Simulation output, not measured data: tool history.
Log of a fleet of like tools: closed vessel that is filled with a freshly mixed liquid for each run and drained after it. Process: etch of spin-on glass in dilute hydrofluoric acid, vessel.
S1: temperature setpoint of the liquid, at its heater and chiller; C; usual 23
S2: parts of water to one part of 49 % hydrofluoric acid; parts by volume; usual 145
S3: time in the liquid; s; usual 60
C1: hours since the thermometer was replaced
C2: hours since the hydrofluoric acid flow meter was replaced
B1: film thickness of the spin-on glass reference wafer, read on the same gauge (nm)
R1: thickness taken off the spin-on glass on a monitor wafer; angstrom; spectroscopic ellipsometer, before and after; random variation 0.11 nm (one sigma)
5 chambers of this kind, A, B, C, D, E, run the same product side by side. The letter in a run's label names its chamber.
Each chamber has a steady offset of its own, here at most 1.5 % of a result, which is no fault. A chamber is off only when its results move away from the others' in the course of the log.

run 1B hour=5.7 | S1=23 S2=145 S3=60 | C1=644.2 C2=1828.2 | B1=49.995 | R1=124.660
run 2C hour=9.8 | S1=23 S2=145 S3=60 | C1=306.5 C2=273.1 | B1=49.982 | R1=123.460
run 3D hour=13.3 | S1=23 S2=145 S3=60 | C1=1014.5 C2=211.2 | B1=50.007 | R1=122.750
run 4A hour=16.8 | S1=23 S2=145 S3=60 | C1=1288.0 C2=37.9 | B1=49.987 | R1=121.310
run 5E hour=21.3 | S1=23 S2=145 S3=60 | C1=509.5 C2=245.5 | B1=50.000 | R1=123.070
run 6E hour=24.8 | S1=23 S2=145 S3=60 | C1=513.0 C2=249.0 | B1=49.998 | R1=127.020
run 7B hour=29.3 | S1=23 S2=145 S3=60 | C1=667.8 C2=1851.8 | B1=50.006 | R1=123.640
run 8C hour=32.6 | S1=23 S2=145 S3=60 | C1=329.3 C2=295.9 | B1=50.002 | R1=122.560
run 9A hour=36.4 | S1=23 S2=145 S3=60 | C1=1307.6 C2=57.5 | B1=49.999 | R1=124.180
run 10D hour=42.0 | S1=23 S2=145 S3=60 | C1=1043.2 C2=239.9 | B1=50.001 | R1=122.240
run 11B hour=45.0 | S1=19 S2=145 S3=60 | C1=683.5 C2=1867.5 | B1=49.998 | R1=106.540
run 12E hour=47.8 | S1=19 S2=145 S3=60 | C1=536.0 C2=272.0 | B1=50.000 | R1=105.920
run 13D hour=51.1 | S1=19 S2=145 S3=60 | C1=1052.3 C2=249.0 | B1=49.997 | R1=104.020
run 14C hour=56.5 | S1=19 S2=145 S3=60 | C1=353.2 C2=319.8 | B1=49.981 | R1=106.150
run 15A hour=61.6 | S1=19 S2=145 S3=60 | C1=1332.8 C2=82.7 | B1=50.011 | R1=104.410
run 16B hour=66.9 | S1=23 S2=145 S3=60 | C1=705.4 C2=1889.4 | B1=49.985 | R1=122.340
run 17A hour=72.0 | S1=23 S2=145 S3=60 | C1=1343.2 C2=93.1 | B1=49.988 | R1=122.680
run 18E hour=77.6 | S1=23 S2=145 S3=40 | C1=565.8 C2=301.8 | B1=50.001 | R1=84.263
-- hour=79.4 chamber B: hydrofluoric acid flow meter replaced
run 19C hour=82.4 | S1=23 S2=145 S3=40 | C1=379.1 C2=345.7 | B1=49.992 | R1=82.321
run 20D hour=86.8 | S1=23 S2=145 S3=40 | C1=1088.0 C2=284.7 | B1=50.003 | R1=81.320
run 21E hour=92.5 | S1=23 S2=145 S3=40 | C1=580.7 C2=316.7 | B1=50.009 | R1=82.864
run 22A hour=95.8 | S1=23 S2=145 S3=40 | C1=1367.0 C2=116.9 | B1=49.996 | R1=83.084
run 23C hour=99.1 | S1=23 S2=145 S3=60 | C1=395.8 C2=362.4 | B1=50.005 | R1=122.850
run 24D hour=104.2 | S1=23 S2=145 S3=60 | C1=1105.4 C2=302.1 | B1=49.982 | R1=121.140
run 25B hour=110.0 | S1=23 S2=145 S3=60 | C1=748.5 C2=30.7 | B1=49.999 | R1=124.300
run 26B hour=115.7 | S1=23 S2=145 S3=60 | C1=754.2 C2=36.4 | B1=50.008 | R1=122.970
run 27E hour=121.8 | S1=23 S2=145 S3=60 | C1=610.0 C2=346.0 | B1=50.014 | R1=124.060
run 28D hour=126.3 | S1=23 S2=145 S3=60 | C1=1127.5 C2=324.2 | B1=50.004 | R1=122.960
run 29A hour=131.2 | S1=23 S2=145 S3=60 | C1=1402.4 C2=152.3 | B1=50.021 | R1=124.690
run 30C hour=136.5 | S1=23 S2=145 S3=60 | C1=433.2 C2=399.8 | B1=49.991 | R1=123.720
run 31B hour=140.1 | S1=23 S2=145 S3=60 | C1=778.6 C2=60.8 | B1=50.004 | R1=124.170
run 32E hour=145.5 | S1=23 S2=145 S3=60 | C1=633.7 C2=369.7 | B1=50.004 | R1=126.860
run 33D hour=149.9 | S1=23 S2=145 S3=60 | C1=1151.1 C2=347.8 | B1=49.988 | R1=123.600
run 34C hour=154.9 | S1=23 S2=145 S3=60 | C1=451.6 C2=418.2 | B1=50.001 | R1=123.220
run 35A hour=158.8 | S1=23 S2=145 S3=45 | C1=1430.0 C2=179.9 | B1=50.011 | R1=92.037
run 36C hour=164.2 | S1=23 S2=145 S3=45 | C1=460.9 C2=427.5 | B1=50.010 | R1=93.009
run 37A hour=168.7 | S1=23 S2=145 S3=45 | C1=1439.9 C2=189.8 | B1=49.999 | R1=91.628
run 38E hour=174.6 | S1=23 S2=145 S3=45 | C1=662.8 C2=398.8 | B1=49.986 | R1=95.461
run 39D hour=180.9 | S1=23 S2=145 S3=45 | C1=1182.1 C2=378.8 | B1=50.009 | R1=92.164
run 40B hour=185.2 | S1=23 S2=145 S3=60 | C1=823.7 C2=105.9 | B1=50.012 | R1=123.780
run 41E hour=190.6 | S1=23 S2=145 S3=60 | C1=678.8 C2=414.8 | B1=49.983 | R1=124.450
run 42A hour=196.8 | S1=23 S2=145 S3=60 | C1=1468.0 C2=217.9 | B1=49.994 | R1=123.970
run 43D hour=200.0 | S1=23 S2=145 S3=60 | C1=1201.2 C2=397.9 | B1=50.001 | R1=122.340
run 44B hour=205.2 | S1=23 S2=145 S3=60 | C1=843.7 C2=125.9 | B1=50.000 | R1=123.000

What goes on in this fleet: one chamber off, a drifting gauge, or nothing beyond the chambers' own small offsets? Name the chamber and the cause, if any.

No chamber stands off beyond its own small offset, and the gauge holds steady.

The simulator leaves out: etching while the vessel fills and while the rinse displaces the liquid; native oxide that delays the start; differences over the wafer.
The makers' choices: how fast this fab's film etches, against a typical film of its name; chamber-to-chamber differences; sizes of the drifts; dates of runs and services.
